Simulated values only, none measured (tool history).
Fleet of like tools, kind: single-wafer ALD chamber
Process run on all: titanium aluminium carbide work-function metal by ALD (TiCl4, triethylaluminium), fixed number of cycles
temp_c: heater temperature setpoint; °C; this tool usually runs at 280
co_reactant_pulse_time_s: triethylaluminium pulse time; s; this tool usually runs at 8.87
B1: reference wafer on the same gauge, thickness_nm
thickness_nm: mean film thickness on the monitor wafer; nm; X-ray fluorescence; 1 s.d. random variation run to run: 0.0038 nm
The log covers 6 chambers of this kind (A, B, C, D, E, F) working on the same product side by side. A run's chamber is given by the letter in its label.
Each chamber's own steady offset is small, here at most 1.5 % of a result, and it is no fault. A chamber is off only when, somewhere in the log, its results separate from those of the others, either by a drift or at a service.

{"run": "1D", "hour": 7.2, "temp_c": 280, "co_reactant_pulse_time_s": 8.87, "B1": 1.6897, "thickness_nm": 1.7804}
{"run": "2C", "hour": 18.0, "temp_c": 280, "co_reactant_pulse_time_s": 8.87, "B1": 1.6902, "thickness_nm": 1.802}
{"hour": 23.6, "done": "chamber D: triethylaluminium bottle replaced"}
{"run": "3E", "hour": 31.5, "temp_c": 280, "co_reactant_pulse_time_s": 8.87, "B1": 1.6903, "thickness_nm": 1.7962}
{"run": "4B", "hour": 38.8, "temp_c": 280, "co_reactant_pulse_time_s": 8.87, "B1": 1.6903, "thickness_nm": 1.7737}
{"run": "5F", "hour": 51.1, "temp_c": 280, "co_reactant_pulse_time_s": 8.87, "B1": 1.6891, "thickness_nm": 1.796}
{"run": "6A", "hour": 64.7, "temp_c": 280, "co_reactant_pulse_time_s": 8.87, "B1": 1.6898, "thickness_nm": 1.793}
{"run": "7B", "hour": 72.4, "temp_c": 280, "co_reactant_pulse_time_s": 8.87, "B1": 1.6903, "thickness_nm": 1.7801}
{"hour": 78.6, "done": "chamber E: triethylaluminium bottle replaced"}
{"run": "8D", "hour": 86.7, "temp_c": 280, "co_reactant_pulse_time_s": 8.87, "B1": 1.6903, "thickness_nm": 1.7806}
{"run": "9E", "hour": 93.3, "temp_c": 280, "co_reactant_pulse_time_s": 8.87, "B1": 1.6898, "thickness_nm": 1.7934}
{"run": "10C", "hour": 107.5, "temp_c": 280, "co_reactant_pulse_time_s": 8.87, "B1": 1.6905, "thickness_nm": 1.8073}
{"run": "11A", "hour": 114.5, "temp_c": 280, "co_reactant_pulse_time_s": 8.87, "B1": 1.6891, "thickness_nm": 1.7936}
{"run": "12F", "hour": 126.0, "temp_c": 280, "co_reactant_pulse_time_s": 8.87, "B1": 1.6905, "thickness_nm": 1.7935}
{"run": "13D", "hour": 135.8, "temp_c": 280, "co_reactant_pulse_time_s": 11.26, "B1": 1.6904, "thickness_nm": 1.8223}
{"run": "14F", "hour": 149.1, "temp_c": 280, "co_reactant_pulse_time_s": 11.26, "B1": 1.6901, "thickness_nm": 1.8452}
{"run": "15C", "hour": 157.5, "temp_c": 280, "co_reactant_pulse_time_s": 11.26, "B1": 1.6901, "thickness_nm": 1.8571}
{"run": "16A", "hour": 164.5, "temp_c": 280, "co_reactant_pulse_time_s": 11.26, "B1": 1.6906, "thickness_nm": 1.8495}
{"run": "17E", "hour": 177.6, "temp_c": 280, "co_reactant_pulse_time_s": 11.26, "B1": 1.6899, "thickness_nm": 1.8561}
{"run": "18B", "hour": 189.8, "temp_c": 280, "co_reactant_pulse_time_s": 11.26, "B1": 1.69, "thickness_nm": 1.822}
{"run": "19C", "hour": 202.5, "temp_c": 280, "co_reactant_pulse_time_s": 8.87, "B1": 1.6907, "thickness_nm": 1.8006}
{"run": "20B", "hour": 213.8, "temp_c": 280, "co_reactant_pulse_time_s": 8.87, "B1": 1.6893, "thickness_nm": 1.7806}
{"run": "21E", "hour": 227.6, "temp_c": 280, "co_reactant_pulse_time_s": 8.87, "B1": 1.6906, "thickness_nm": 1.796}
{"run": "22F", "hour": 239.5, "temp_c": 280, "co_reactant_pulse_time_s": 8.87, "B1": 1.6902, "thickness_nm": 1.7993}
{"run": "23A", "hour": 246.9, "temp_c": 280, "co_reactant_pulse_time_s": 8.87, "B1": 1.6895, "thickness_nm": 1.7884}
{"run": "24D", "hour": 254.8, "temp_c": 280, "co_reactant_pulse_time_s": 8.87, "B1": 1.6896, "thickness_nm": 1.787}
{"run": "25B", "hour": 265.3, "temp_c": 288, "co_reactant_pulse_time_s": 11.33, "B1": 1.6893, "thickness_nm": 1.892}
{"hour": 267.7, "done": "chamber F: thermocouple changed; heater temperature recalibrated"}
{"run": "26E", "hour": 277.1, "temp_c": 288, "co_reactant_pulse_time_s": 11.33, "B1": 1.6903, "thickness_nm": 1.9147}
{"run": "27D", "hour": 286.3, "temp_c": 288, "co_reactant_pulse_time_s": 11.33, "B1": 1.69, "thickness_nm": 1.8988}
{"run": "28A", "hour": 296.9, "temp_c": 288, "co_reactant_pulse_time_s": 11.33, "B1": 1.6898, "thickness_nm": 1.9149}
{"run": "29F", "hour": 307.5, "temp_c": 288, "co_reactant_pulse_time_s": 11.33, "B1": 1.6901, "thickness_nm": 1.8885}
{"run": "30C", "hour": 318.2, "temp_c": 288, "co_reactant_pulse_time_s": 11.33, "B1": 1.6896, "thickness_nm": 1.925}
{"run": "31D", "hour": 325.5, "temp_c": 280, "co_reactant_pulse_time_s": 8.87, "B1": 1.6897, "thickness_nm": 1.7801}
{"run": "32F", "hour": 339.0, "temp_c": 280, "co_reactant_pulse_time_s": 6.45, "B1": 1.69, "thickness_nm": 1.6507}
{"hour": 349.3, "done": "chamber E: thermocouple changed; heater temperature recalibrated"}
{"run": "33A", "hour": 350.3, "temp_c": 280, "co_reactant_pulse_time_s": 6.45, "B1": 1.6896, "thickness_nm": 1.6808}
{"run": "34C", "hour": 363.5, "temp_c": 280, "co_reactant_pulse_time_s": 6.45, "B1": 1.6907, "thickness_nm": 1.6841}
{"run": "35E", "hour": 371.1, "temp_c": 280, "co_reactant_pulse_time_s": 6.45, "B1": 1.6906, "thickness_nm": 1.6754}
{"run": "36B", "hour": 378.0, "temp_c": 280, "co_reactant_pulse_time_s": 6.45, "B1": 1.6898, "thickness_nm": 1.6619}
{"run": "37E", "hour": 392.9, "temp_c": 280, "co_reactant_pulse_time_s": 6.45, "B1": 1.6902, "thickness_nm": 1.6719}
{"run": "38A", "hour": 405.8, "temp_c": 280, "co_reactant_pulse_time_s": 8.87, "B1": 1.6895, "thickness_nm": 1.7969}
{"run": "39C", "hour": 417.9, "temp_c": 280, "co_reactant_pulse_time_s": 8.87, "B1": 1.691, "thickness_nm": 1.8075}
{"run": "40B", "hour": 429.0, "temp_c": 280, "co_reactant_pulse_time_s": 8.87, "B1": 1.6906, "thickness_nm": 1.7706}
{"run": "41F", "hour": 442.7, "temp_c": 280, "co_reactant_pulse_time_s": 8.87, "B1": 1.6901, "thickness_nm": 1.7563}
{"run": "42D", "hour": 455.9, "temp_c": 280, "co_reactant_pulse_time_s": 8.87, "B1": 1.6909, "thickness_nm": 1.7858}
{"run": "43E", "hour": 464.0, "temp_c": 280, "co_reactant_pulse_time_s": 8.87, "B1": 1.6891, "thickness_nm": 1.794}

Read the log: is a single chamber off, either drifting away or since a service, is the gauge that measures every chamber drifting, or is nothing wrong beyond small per-chamber offsets? Name any odd chamber and what most likely caused it.

A service left chamber F off against the others.
What lies behind it: wafer temperature below the value expected at the setpoint (K) = 3.75.

Which of the 4 candidates below, each the usual settings with something changed and its results left as question marks, puts chamber F back in line with what the other chambers give on the usual settings?
A result is in line if it is within this distance of the other chambers' mean on the usual settings: thickness_nm 0.014 nm
{"run": "44F-1", "hour": 474.8, "temp_c": 284, "co_reactant_pulse_time_s": 9.59, "thickness_nm": "?"}
{"run": "44F-2", "hour": 474.8, "temp_c": 277, "co_reactant_pulse_time_s": 8.87, "thickness_nm": "?"}
{"run": "44F-3", "hour": 474.8, "temp_c": 282, "co_reactant_pulse_time_s": 9.24, "thickness_nm": "?"}
{"run": "44F-4", "hour": 474.8, "temp_c": 280, "co_reactant_pulse_time_s": 7.61, "thickness_nm": "?"}

What the other chambers average on the usual settings: thickness_nm 1.7904 nm
run=44F-1 thickness_nm=1.8153
run=44F-2 thickness_nm=1.7382
run=44F-3 thickness_nm=1.7898
run=44F-4 thickness_nm=1.7168
The answer is 44F-3, which returns the chamber to within the allowed miss of the others.
